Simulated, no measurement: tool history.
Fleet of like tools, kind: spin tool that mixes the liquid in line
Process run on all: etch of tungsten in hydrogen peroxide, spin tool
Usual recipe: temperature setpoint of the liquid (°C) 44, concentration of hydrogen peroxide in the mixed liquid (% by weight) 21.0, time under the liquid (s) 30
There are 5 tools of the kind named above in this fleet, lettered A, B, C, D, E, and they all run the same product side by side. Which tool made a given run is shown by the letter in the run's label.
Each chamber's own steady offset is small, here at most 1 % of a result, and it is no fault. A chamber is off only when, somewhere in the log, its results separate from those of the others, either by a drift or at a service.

run,hour,temperature setpoint of the liquid (°C),concentration of hydrogen peroxide in the mixed liquid (% by weight),time under the liquid (s),"read-back film thickness of the tungsten reference wafer, read on the same gauge (nm)",thickness taken off the tungsten on a monitor wafer (Å)
1C,7.8,44,21.0,30,100.020,227.89
2E,21.6,44,21.0,30,99.997,231.24
3A,30.5,44,21.0,30,100.020,231.14
4D,45.0,44,21.0,30,99.995,227.25
# hour 53.2: chamber E: thermometer replaced
5B,59.0,44,21.0,20,100.000,154.81
6D,69.9,44,21.0,20,99.995,153.20
# hour 70.1: chamber B: peroxide flow meter replaced
7E,82.5,44,21.0,20,100.000,153.75
8A,90.6,44,21.0,20,100.010,153.63
9B,101.8,44,21.0,20,100.020,152.28
10C,113.1,44,21.0,30,99.989,227.59
11E,120.4,44,21.0,30,100.000,231.20
12B,135.7,44,21.0,30,99.993,228.04
13C,144.7,44,21.0,30,100.000,227.13
14A,153.3,44,21.0,30,100.020,230.15
15D,163.6,44,21.0,30,99.994,230.31
16D,174.2,44,21.0,30,100.000,228.41
17B,182.5,44,21.0,30,99.994,229.56
# hour 196.6: chamber D: new drum of peroxide connected
18A,197.4,44,21.0,30,99.983,230.85
19C,209.4,44,17.5,30,99.991,209.70
# hour 212.4: chamber C: heated supply line repaired
20E,222.3,44,17.5,30,99.989,209.55
# hour 223.9: chamber E: new drum of peroxide connected
21A,232.5,44,17.5,30,99.999,209.07
22D,247.0,44,17.5,30,99.997,208.64
23C,259.6,44,17.5,30,99.999,207.94
# hour 260.1: chamber E: heated supply line repaired
24B,268.8,44,21.0,30,100.010,227.70
25E,275.5,44,21.0,30,99.992,230.54
26D,288.0,44,21.0,30,100.020,229.63
27C,301.5,44,21.0,30,99.994,229.66
28B,314.0,44,21.0,30,100.000,225.99
29A,327.5,44,21.0,30,100.010,232.32
30E,335.7,44,21.0,30,100.010,230.94
31B,347.8,44,21.0,30,100.020,225.66
32C,360.9,44,21.0,30,100.000,229.87
33E,375.7,44,21.0,30,99.986,230.29
34A,389.6,44,25.5,30,99.992,253.13
35D,401.9,44,25.5,30,100.010,251.42
36B,416.6,44,25.5,30,100.000,244.81
37D,429.9,44,25.5,30,100.010,251.38
38A,437.2,44,25.5,30,100.000,253.49

All 5 chambers run these settings next. Forecast each chamber's results:
39A,448.2,44,21.0,30,,?
39B,448.2,44,21.0,30,,?
39C,448.2,44,21.0,30,,?
39D,448.2,44,21.0,30,,?
39E,448.2,44,21.0,30,,?

run,thickness taken off the tungsten on a monitor wafer (Å)
39A,232.16
39B,221.62
39C,228.25
39D,230.27
39E,230.09
